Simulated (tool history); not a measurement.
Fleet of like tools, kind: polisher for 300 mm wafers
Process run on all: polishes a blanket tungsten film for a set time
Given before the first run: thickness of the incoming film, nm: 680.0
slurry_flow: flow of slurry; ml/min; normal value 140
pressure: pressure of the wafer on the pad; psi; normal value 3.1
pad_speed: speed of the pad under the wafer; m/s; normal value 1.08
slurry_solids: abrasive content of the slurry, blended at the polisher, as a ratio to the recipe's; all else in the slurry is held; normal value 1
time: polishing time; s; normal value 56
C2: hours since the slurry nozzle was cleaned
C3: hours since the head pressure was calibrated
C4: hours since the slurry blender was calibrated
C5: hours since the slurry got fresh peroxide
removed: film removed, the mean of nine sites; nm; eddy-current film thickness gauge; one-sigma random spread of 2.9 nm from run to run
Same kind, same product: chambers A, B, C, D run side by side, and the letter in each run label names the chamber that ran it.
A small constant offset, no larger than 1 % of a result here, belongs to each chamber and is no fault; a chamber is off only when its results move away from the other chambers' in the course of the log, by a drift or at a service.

At hour 1.5: chamber D: head pressure recalibrated.
Run 1C, hour 8.9: usual settings; wafers polished on this pad 592; C2 750; C3 651.1; C4 132.6; C5 32.3. Result: removed 227.64 nm.
Run 2A, hour 14.8: usual settings; wafers polished on this pad 1060; C2 261; C3 625.6; C4 60.8; C5 129.1. Result: removed 221.19 nm.
Run 3B, hour 23.8: usual settings; wafers polished on this pad 918; C2 255; C3 927.7; C4 28; C5 105.2. Result: removed 222.62 nm.
At hour 26.1: chamber D: slurry tank refilled with fresh slurry and peroxide.
Run 4D, hour 29.3: usual settings; wafers polished on this pad 535; C2 129.7; C3 27.9; C4 291.8; C5 3.3. Result: removed 217.97 nm.
Run 5D, hour 33.8: usual settings; wafers polished on this pad 579; C2 134.2; C3 32.4; C4 296.3; C5 7.8. Result: removed 221.92 nm.
At hour 38.6: chamber B: slurry tank refilled with fresh slurry and peroxide.
At hour 38.9: chamber D: worn pad replaced by a new one.
At hour 39.5: chamber C: slurry blender recalibrated.
Run 6A, hour 39.9: usual settings; wafers polished on this pad 1303; C2 286.1; C3 650.7; C4 85.9; C5 154.2. Result: removed 220.52 nm.
At hour 42: chamber A: worn pad replaced by a new one.
At hour 43: chamber B: worn pad replaced by a new one.
Run 7C, hour 46.7: usual settings but slurry_solids 0.9; wafers polished on this pad 957; C2 787.8; C3 688.9; C4 7.2; C5 70.1. Result: removed 220.19 nm.
Run 8B, hour 55.3: usual settings but slurry_solids 0.9; wafers polished on this pad 118; C2 286.5; C3 959.2; C4 59.5; C5 16.8. Result: removed 218.29 nm.
At hour 57: chamber C: worn pad replaced by a new one.
At hour 57.7: chamber A: slurry blender recalibrated.
At hour 58.5: chamber A: slurry tank refilled with fresh slurry and peroxide.
Run 9C, hour 62.2: usual settings but slurry_solids 0.9; wafers polished on this pad 51; C2 803.3; C3 704.4; C4 22.7; C5 85.6. Result: removed 222.02 nm.
Run 10D, hour 71.3: usual settings but slurry_solids 0.9; wafers polished on this pad 312; C2 171.7; C3 69.9; C4 333.8; C5 45.3. Result: removed 215.14 nm.
Run 11B, hour 78.4: usual settings; wafers polished on this pad 341; C2 309.6; C3 982.3; C4 82.6; C5 39.9. Result: removed 227.42 nm.
At hour 81.5: chamber D: slurry tank refilled with fresh slurry and peroxide.
Run 12A, hour 83.6: usual settings; wafers polished on this pad 401; C2 329.8; C3 694.4; C4 26; C5 25.2. Result: removed 222.59 nm.
At hour 93.2: chamber D: worn pad replaced by a new one.
Run 13B, hour 93.6: usual settings; wafers polished on this pad 488; C2 324.8; C3 997.5; C4 97.8; C5 55.1. Result: removed 225.1 nm.
Run 14C, hour 101.2: usual settings but pressure 2.6 psi, time 73 s; wafers polished on this pad 427; C2 842.3; C3 743.4; C4 61.7; C5 124.6. Result: removed 250.85 nm.
At hour 102.1: chamber B: slurry blender recalibrated.
At hour 107.4: chamber C: slurry nozzle cleaned.
Run 15A, hour 108.5: usual settings but pressure 2.6 psi, time 73 s; wafers polished on this pad 641; C2 354.7; C3 719.3; C4 50.9; C5 50.1. Result: removed 236.86 nm.
Run 16D, hour 114.9: usual settings but pressure 2.6 psi, time 73 s; wafers polished on this pad 209; C2 215.3; C3 113.5; C4 377.4; C5 33.5. Result: removed 234.98 nm.
Run 17C, hour 122.9: usual settings but pressure 2.6 psi, time 73 s; wafers polished on this pad 636; C2 15.5; C3 765.1; C4 83.4; C5 146.3. Result: removed 244.62 nm.
Run 18B, hour 127.4: usual settings; wafers polished on this pad 814; C2 358.6; C3 1031.3; C4 25.4; C5 88.9. Result: removed 221.58 nm.
Run 19D, hour 137.3: usual settings; wafers polished on this pad 425; C2 237.7; C3 135.9; C4 399.8; C5 55.9. Result: removed 228.16 nm.
At hour 140.1: chamber D: slurry tank refilled with fresh slurry and peroxide.
At hour 142.4: chamber D: slurry blender recalibrated.
Run 20A, hour 145.1: usual settings; wafers polished on this pad 994; C2 391.3; C3 755.9; C4 87.5; C5 86.7. Result: removed 222.01 nm.
At hour 147.3: chamber C: slurry tank refilled with fresh slurry and peroxide.
At hour 153.9: chamber B: slurry tank refilled with fresh slurry and peroxide.
Run 21B, hour 154.7: usual settings; wafers polished on this pad 1077; C2 385.9; C3 1058.6; C4 52.7; C5 0.9. Result: removed 226.81 nm.
At hour 159.1: chamber D: worn pad replaced by a new one.
At hour 160.3: chamber A: head pressure recalibrated.
Run 22D, hour 160.9: usual settings; wafers polished on this pad 17; C2 261.3; C3 159.5; C4 18.5; C5 20.9. Result: removed 227.94 nm.
At hour 162.1: chamber A: slurry blender recalibrated.
Run 23C, hour 169.3: usual settings; wafers polished on this pad 1084; C2 61.9; C3 811.5; C4 129.8; C5 22.1. Result: removed 229.72 nm.
At hour 172.2: chamber B: worn pad replaced by a new one.
At hour 173.6: chamber C: worn pad replaced by a new one.
Run 24A, hour 175.4: usual settings; wafers polished on this pad 1286; C2 421.6; C3 15.2; C4 13.4; C5 117. Result: removed 220.52 nm.
Run 25C, hour 185: usual settings; wafers polished on this pad 110; C2 77.6; C3 827.2; C4 145.5; C5 37.8. Result: removed 219.58 nm.
Run 26B, hour 193.7: usual settings but pressure 2.1 psi; wafers polished on this pad 208; C2 424.9; C3 1097.6; C4 91.7; C5 39.9. Result: removed 155.97 nm.
At hour 195.2: chamber D: slurry tank refilled with fresh slurry and peroxide.
At hour 200.5: chamber A: worn pad replaced by a new one.
Run 27D, hour 201.9: usual settings but pressure 2.1 psi; wafers polished on this pad 412; C2 302.3; C3 200.5; C4 59.5; C5 6.8. Result: removed 155.33 nm.
At hour 206.7: chamber A: slurry tank refilled with fresh slurry and peroxide.
Run 28A, hour 207.1: usual settings but pressure 2.1 psi; wafers polished on this pad 63; C2 453.3; C3 46.9; C4 45.1; C5 0.4. Result: removed 150.86 nm.
Run 29B, hour 212.2: usual settings but pressure 2.1 psi; wafers polished on this pad 386; C2 443.4; C3 1116.1; C4 110.2; C5 58.4. Result: removed 152.83 nm.
Run 30D, hour 219: usual settings; wafers polished on this pad 577; C2 319.4; C3 217.6; C4 76.6; C5 23.9. Result: removed 220.85 nm.
At hour 219.6: chamber D: worn pad replaced by a new one.
At hour 220: chamber C: slurry blender recalibrated.
Run 31C, hour 229.2: usual settings; wafers polished on this pad 536; C2 121.8; C3 871.4; C4 9.2; C5 82. Result: removed 232.24 nm.
At hour 234.8: chamber B: slurry blender recalibrated.
Run 32A, hour 238.3: usual settings but pressure 4.1 psi, slurry_solids 1.3; wafers polished on this pad 364; C2 484.5; C3 78.1; C4 76.3; C5 31.6. Result: removed 313.84 nm.
Run 33B, hour 245.5: usual settings but pressure 4.1 psi, slurry_solids 1.3; wafers polished on this pad 707; C2 476.7; C3 1149.4; C4 10.8; C5 91.7. Result: removed 319 nm.
Run 34D, hour 254.6: usual settings but pressure 4.1 psi, slurry_solids 1.3; wafers polished on this pad 337; C2 355; C3 253.2; C4 112.2; C5 59.5. Result: removed 311.14 nm.
Run 35C, hour 259.8: usual settings but pressure 4.1 psi, slurry_solids 1.3; wafers polished on this pad 831; C2 152.4; C3 902; C4 39.8; C5 112.6. Result: removed 312.69 nm.
Run 36A, hour 267.7: usual settings; wafers polished on this pad 648; C2 513.9; C3 107.5; C4 105.7; C5 61. Result: removed 222.45 nm.

Next, every chamber runs the same settings. What will each give?
Run 37A, hour 275: usual settings but pressure 2.5 psi. Result: removed ?.
Run 37B, hour 275: usual settings but pressure 2.5 psi. Result: removed ?.
Run 37C, hour 275: usual settings but pressure 2.5 psi. Result: removed ?.
Run 37D, hour 275: usual settings but pressure 2.5 psi. Result: removed ?.

run  removed
37A   179.56
37B   182.13
37C   182.35
37D   179.43
